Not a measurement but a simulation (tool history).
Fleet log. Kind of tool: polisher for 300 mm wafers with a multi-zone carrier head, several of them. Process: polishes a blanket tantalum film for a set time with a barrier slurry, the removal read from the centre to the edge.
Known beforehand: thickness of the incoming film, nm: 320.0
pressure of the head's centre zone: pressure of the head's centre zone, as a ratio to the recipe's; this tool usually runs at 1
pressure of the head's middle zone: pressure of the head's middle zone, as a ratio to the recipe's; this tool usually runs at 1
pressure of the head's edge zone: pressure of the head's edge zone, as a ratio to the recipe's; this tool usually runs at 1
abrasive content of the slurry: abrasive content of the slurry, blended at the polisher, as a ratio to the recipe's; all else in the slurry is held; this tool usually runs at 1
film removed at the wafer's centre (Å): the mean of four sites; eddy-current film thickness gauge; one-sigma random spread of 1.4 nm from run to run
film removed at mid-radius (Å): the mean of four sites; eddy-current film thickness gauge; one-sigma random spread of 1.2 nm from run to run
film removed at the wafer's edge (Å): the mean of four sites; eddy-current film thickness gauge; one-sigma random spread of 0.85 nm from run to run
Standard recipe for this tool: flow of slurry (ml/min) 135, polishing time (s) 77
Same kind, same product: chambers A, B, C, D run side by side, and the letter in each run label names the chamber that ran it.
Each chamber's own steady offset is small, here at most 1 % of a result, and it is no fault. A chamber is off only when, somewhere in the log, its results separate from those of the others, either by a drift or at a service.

run   hour  flow of slurry (ml/min)  pressure of the head's centre zone  pressure of the head's middle zone  pressure of the head's edge zone  abrasive content of the slurry  polishing time (s)  film removed at the wafer's centre (Å)  film removed at mid-radius (Å)  film removed at the wafer's edge (Å)
       7.8  -- chamber D: worn pad replaced by a new one
 1C   15.4                      135                                   1                                   1                                 1                               1                  77                                    1340                          1345.8                                1349.6
 2A   29.6                      135                                   1                                   1                                 1                               1                  77                                  1355.7                          1388.9                                1348.4
 3D   39.8                      135                                   1                                   1                                 1                               1                  77                                  1355.8                          1359.7                                  1349
 4B   55.3                      135                                   1                                   1                                 1                               1                  77                                  1330.7                          1361.3                                1349.6
      59.8  -- chamber B: worn pad replaced by a new one
 5B   66.6                      135                                   1                                   1                                 1                               1                  77                                  1335.4                          1364.4                                1336.3
      68.5  -- chamber C: worn pad replaced by a new one
 6A   77.3                      135                                   1                                   1                                 1                               1                  77                                  1356.4                          1347.7                                  1374
      87.4  -- chamber C: slurry nozzle cleaned
 7C   90.2                      135                                   1                                   1                                 1                               1                  77                                  1361.1                          1335.7                                1360.8
 8D   99.4                      135                                   1                                   1                                 1                               1                  77                                  1393.8                          1341.6                                1359.2
     111.9  -- chamber C: centre zone pressure recalibrated
 9B  113.6                      135                                   1                                   1                                 1                               1                  77                                    1341                          1348.6                                1338.9
       125  -- chamber D: worn pad replaced by a new one
     125.4  -- chamber B: worn pad replaced by a new one
10C  127.8                      135                                   1                                   1                                 1                               1                  77                                  1201.9                          1342.8                                1364.1
     136.8  -- chamber A: worn pad replaced by a new one
11D    139                      135                                   1                                   1                                 1                               1                  77                                  1350.6                          1349.8                                1356.1
       147  -- chamber A: slurry nozzle cleaned
12A  150.7                      135                                   1                                   1                                 1                               1                  77                                  1355.6                          1355.8                                1367.7
13B  166.2                      135                                0.92                                   1                              1.09                               1                  77                                  1205.1                          1340.2                                1428.2
     178.1  -- chamber C: worn pad replaced by a new one
14C  180.5                      135                                0.92                                   1                              1.09                               1                  77                                  1106.5                          1351.6                                  1419
15A  187.9                      135                                0.92                                   1                              1.09                               1                  77                                    1238                          1373.2                                  1431
16D  196.1                      135                                0.92                                   1                              1.09                               1                  77                                  1264.9                          1351.6                                  1436
     203.3  -- chamber B: worn pad replaced by a new one
17A    205                      135                                   1                                   1                                 1                               1                  77                                    1333                          1361.3                                1365.9
18D  213.9                      135                                   1                                   1                                 1                               1                  77                                  1370.1                          1361.6                                1348.1
     216.1  -- chamber B: edge zone pressure recalibrated
19C  228.9                      135                                   1                                   1                                 1                               1                  77                                  1206.9                          1347.3                                1349.5
20B  238.2                      135                                   1                                   1                                 1                               1                  77                                  1348.5                          1365.5                                1345.2
21D    247                      110                                   1                                   1                              1.09                               1                  77                                  1275.3                            1289                                1377.5
     254.2  -- chamber D: worn pad replaced by a new one
22A    259                      110                                   1                                   1                              1.09                               1                  77                                  1279.2                          1288.3                                1375.9
23C  271.6                      110                                   1                                   1                              1.09                               1                  77                                  1150.2                            1297                                1354.1
24B  286.1                      110                                   1                                   1                              1.09                               1                  77                                  1271.8                          1275.3                                1368.2
     286.5  -- chamber B: worn pad replaced by a new one
25C  293.7                      135                                   1                                   1                                 1                               1                  77                                  1186.6                          1347.4                                1359.8
26D  301.2                      135                                   1                                   1                                 1                               1                  77                                  1355.8                          1355.3                                1369.5
27B  309.2                      135                                   1                                   1                                 1                               1                  77                                  1341.5                          1328.3                                1341.4

Next, all 4 chambers run the settings below, one line each with question marks for the results. What does each chamber give?
28A  320.2                      135                                   1                                   1                                 1                               1                  77                                       ?                               ?                                     ?
28B  320.2                      135                                   1                                   1                                 1                               1                  77                                       ?                               ?                                     ?
28C  320.2                      135                                   1                                   1                                 1                               1                  77                                       ?                               ?                                     ?
28D  320.2                      135                                   1                                   1                                 1                               1                  77                                       ?                               ?                                     ?

run  film removed at the wafer's centre (Å)  film removed at mid-radius (Å)  film removed at the wafer's edge (Å)
28A                                  1335.3                            1364                                1350.4
28B                                  1344.1                          1361.2                                1348.5
28C                                    1200                          1336.6                                1362.8
28D                                    1360                          1345.7                                1371.9
